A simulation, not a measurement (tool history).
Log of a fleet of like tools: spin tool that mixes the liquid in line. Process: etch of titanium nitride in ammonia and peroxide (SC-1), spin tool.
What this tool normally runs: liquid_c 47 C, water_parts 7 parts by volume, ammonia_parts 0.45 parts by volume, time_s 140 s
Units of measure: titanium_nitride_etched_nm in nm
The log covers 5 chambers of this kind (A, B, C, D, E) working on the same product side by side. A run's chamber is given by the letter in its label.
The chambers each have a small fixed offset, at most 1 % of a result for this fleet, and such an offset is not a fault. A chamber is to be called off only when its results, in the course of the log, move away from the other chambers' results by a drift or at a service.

run,hour,liquid_c,water_parts,ammonia_parts,time_s,"read-back film thickness of the titanium nitride reference wafer, read on the same gauge (nm)",titanium_nitride_etched_nm
1E,12.3,47,7,0.45,140,150.01,4.5264
2A,25,47,7,0.45,140,150.02,4.5489
3B,32,47,7,0.45,140,150,4.5459
4C,45.7,47,7,0.45,140,150,4.5073
5D,59.1,47,7,0.65,140,149.99,4.8864
6B,73.9,47,7,0.65,140,149.99,4.8185
# hour 80.6: chamber A: ammonia flow meter replaced
7E,80.9,47,7,0.65,140,150.01,4.7935
8C,92.7,47,7,0.65,140,150.02,4.8105
# hour 96.4: chamber D: new drum of ammonia solution connected
9D,107.5,47,7,0.65,140,150.01,4.868
# hour 109.3: chamber D: ammonia flow meter replaced
# hour 110: chamber E: thermometer replaced
10A,123.7,47,7,0.45,140,150,4.5392
11A,137.3,47,7,0.45,140,149.99,4.604
12D,150.9,47,7,0.45,140,150.01,4.5879
13B,165.4,47,7,0.45,140,149.99,4.5216
14E,181.4,47,7,0.45,140,149.99,4.5178
15C,192.7,47,7,0.45,140,150,4.5059
# hour 200.8: chamber E: heated supply line repaired
# hour 205: chamber C: new drum of ammonia solution connected
16E,205.6,47,7,0.45,140,149.99,4.5342
17C,214,47,7,0.45,140,150.01,4.5567
18D,229.4,47,7,0.35,80,149.98,2.5175
19A,241.4,47,7,0.35,80,149.99,2.5056
20B,256.2,47,7,0.35,80,149.99,2.4851
# hour 260.6: chamber B: new drum of ammonia solution connected
# hour 266.7: chamber A: thermometer replaced
21A,272.4,47,7,0.35,80,149.99,2.467
22B,288.3,47,7,0.35,80,150.03,2.4837
# hour 290.9: chamber E: new drum of ammonia solution connected
23D,297.1,47,7,0.45,140,150.01,4.5376
24C,313.1,47,7,0.45,140,150.01,4.4946
25E,320.1,47,7,0.45,140,149.97,4.5434
26C,331.6,47,7,0.45,140,149.97,4.4514
27A,341.8,47,7,0.45,140,150.01,4.5722
28B,353.2,39,7,0.3,140,150.03,2.3724
29E,368.3,39,7,0.3,140,150.01,2.3467
30D,383.2,39,7,0.3,140,150.01,2.3609
# hour 390.7: chamber B: heated supply line repaired
31C,391.8,39,7,0.3,140,149.99,2.369
32D,404,39,7,0.3,140,150,2.3744
33E,416.9,47,7,0.45,140,149.99,4.5514
34A,431.9,47,7,0.45,140,150.02,4.5698
35B,445.8,47,7,0.45,140,150.02,4.5431
36E,461.3,47,7,0.45,195,150,6.2744
# hour 463.5: chamber C: new drum of ammonia solution connected
37A,476.6,47,7,0.45,195,149.98,6.4362
38B,488.4,47,7,0.45,195,150.02,6.2831
39D,496.5,47,7,0.45,195,150,6.4309
40C,506.5,47,7,0.45,195,150.02,6.3068
41A,515.2,47,7,0.45,140,149.98,4.5549
42C,525.2,47,7,0.45,140,150.02,4.4927
43E,539.4,47,7,0.45,205,150.03,6.6257
44B,554.3,47,7,0.45,205,149.97,6.6354

Predict what each chamber gives when all 5 of them run the settings below next.
45A,566,47,7,0.3,140,,?
45B,566,47,7,0.3,140,,?
45C,566,47,7,0.3,140,,?
45D,566,47,7,0.3,140,,?
45E,566,47,7,0.3,140,,?

run,titanium_nitride_etched_nm
45A,4.2512
45B,4.2649
45C,4.2344
45D,4.2855
45E,4.1962
